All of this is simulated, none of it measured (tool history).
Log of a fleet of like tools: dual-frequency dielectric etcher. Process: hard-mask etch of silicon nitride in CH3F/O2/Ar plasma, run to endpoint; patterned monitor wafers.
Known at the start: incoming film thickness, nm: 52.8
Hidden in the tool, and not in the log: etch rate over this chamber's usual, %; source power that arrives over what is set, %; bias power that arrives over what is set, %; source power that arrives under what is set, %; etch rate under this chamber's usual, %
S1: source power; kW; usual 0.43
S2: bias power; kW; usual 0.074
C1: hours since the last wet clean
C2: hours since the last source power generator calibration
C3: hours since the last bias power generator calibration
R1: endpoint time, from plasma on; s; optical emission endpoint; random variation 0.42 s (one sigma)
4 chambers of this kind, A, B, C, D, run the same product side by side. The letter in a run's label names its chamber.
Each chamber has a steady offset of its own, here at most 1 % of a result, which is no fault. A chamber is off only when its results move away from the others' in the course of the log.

run     day    S1     S2     C1      C2      C3      R1
 1C   0.371  0.43  0.074  176.3  1501.4  1823.9   73.61
      0.808  -- chamber A: bias power generator calibrated
 2D   0.925  0.43  0.074  155.1  2261.3  1754.5  73.722
 3A   1.475  0.43  0.074  410.5    99.7      16  72.745
 4B   1.912  0.43  0.074  338.5    74.7  2233.3  73.848
 5A   2.279  0.43  0.074  429.8     119    35.3  73.574
 6D   2.679  0.43  0.074  197.2  2303.4  1796.6   73.81
 7B   3.329  0.43  0.074  372.5   108.7  2267.3  73.414
 8C   3.675  0.43  0.074  255.6  1580.7  1903.2  72.857
 9B   4.029  0.43  0.074  389.3   125.5  2284.1  74.044
10A   4.567  0.43  0.074  484.7   173.9    90.2    72.9
11D   4.983  0.43  0.074  252.5  2358.7  1851.9  72.941
12C   5.588  0.43  0.074  301.5  1626.6  1949.1  73.498
13A   6.204  0.43  0.083    524   213.2   129.5  71.074
14D   6.779  0.43  0.083  295.6  2401.8    1895  69.988
      6.783  -- chamber C: source power generator calibrated
      7.262  -- chamber D: wet clean of the chamber
15C   7.375  0.43  0.083  344.4    14.3    1992  70.084
16B   7.862  0.43  0.083  481.3   217.5  2376.1  70.303
17C   8.442  0.43  0.074    370    39.9  2017.6  73.115
      8.475  -- chamber B: wet clean of the chamber
18A   9.062  0.43  0.074  592.6   281.8   198.1  73.711
19D   9.579  0.33  0.062   55.6    2469  1962.2  89.811
20B   9.929  0.33  0.062     35   267.1  2425.7  86.706
21B  10.329  0.33  0.062   44.6   276.7  2435.3  87.682
22A  10.862  0.33  0.062  635.8     325   241.3   87.53
23C  11.483  0.43  0.074    443   112.9  2090.6  73.048
24D  11.838  0.43  0.074  109.8  2523.2  2016.4      75
25B  12.458  0.43  0.074   95.7   327.8  2486.4  73.159
26A  12.888  0.43  0.074  684.4   373.6   289.9  73.531
27D  13.238  0.43  0.074  143.4  2556.8    2050  75.291
     13.433  -- chamber A: wet clean of the chamber
28C  13.533  0.43  0.074  492.2   162.1  2139.8  72.618
29A  13.888  0.43  0.074     11   397.6   313.9  73.409
30D  14.212  0.43  0.074  166.8  2580.2  2073.4  75.394
31C   14.55  0.43  0.074  516.6   186.5  2164.2  72.666
32B  14.838  0.43  0.074  152.8   384.9  2543.5  74.011
33B  15.417  0.43  0.074  166.7   398.8  2557.4  73.568
34D  15.867  0.43  0.074  206.5  2619.9  2113.1  75.468
35C  16.433  0.43  0.074  561.8   231.7  2209.4  72.667
36A  16.875  0.43  0.074   82.7   469.3   385.6  73.547
37A  17.467  0.43  0.074   96.9   483.5   399.8  73.488
38C  18.008  0.43  0.083  599.6   269.5  2247.2  70.121

All 4 chambers run these settings next. Forecast each chamber's results:
39A  18.479  0.43  0.074               ?
39B  18.479  0.43  0.074               ?
39C  18.479  0.43  0.074               ?
39D  18.479  0.43  0.074               ?

run      R1
39A  73.286
39B  74.116
39C  72.827
39D  74.922
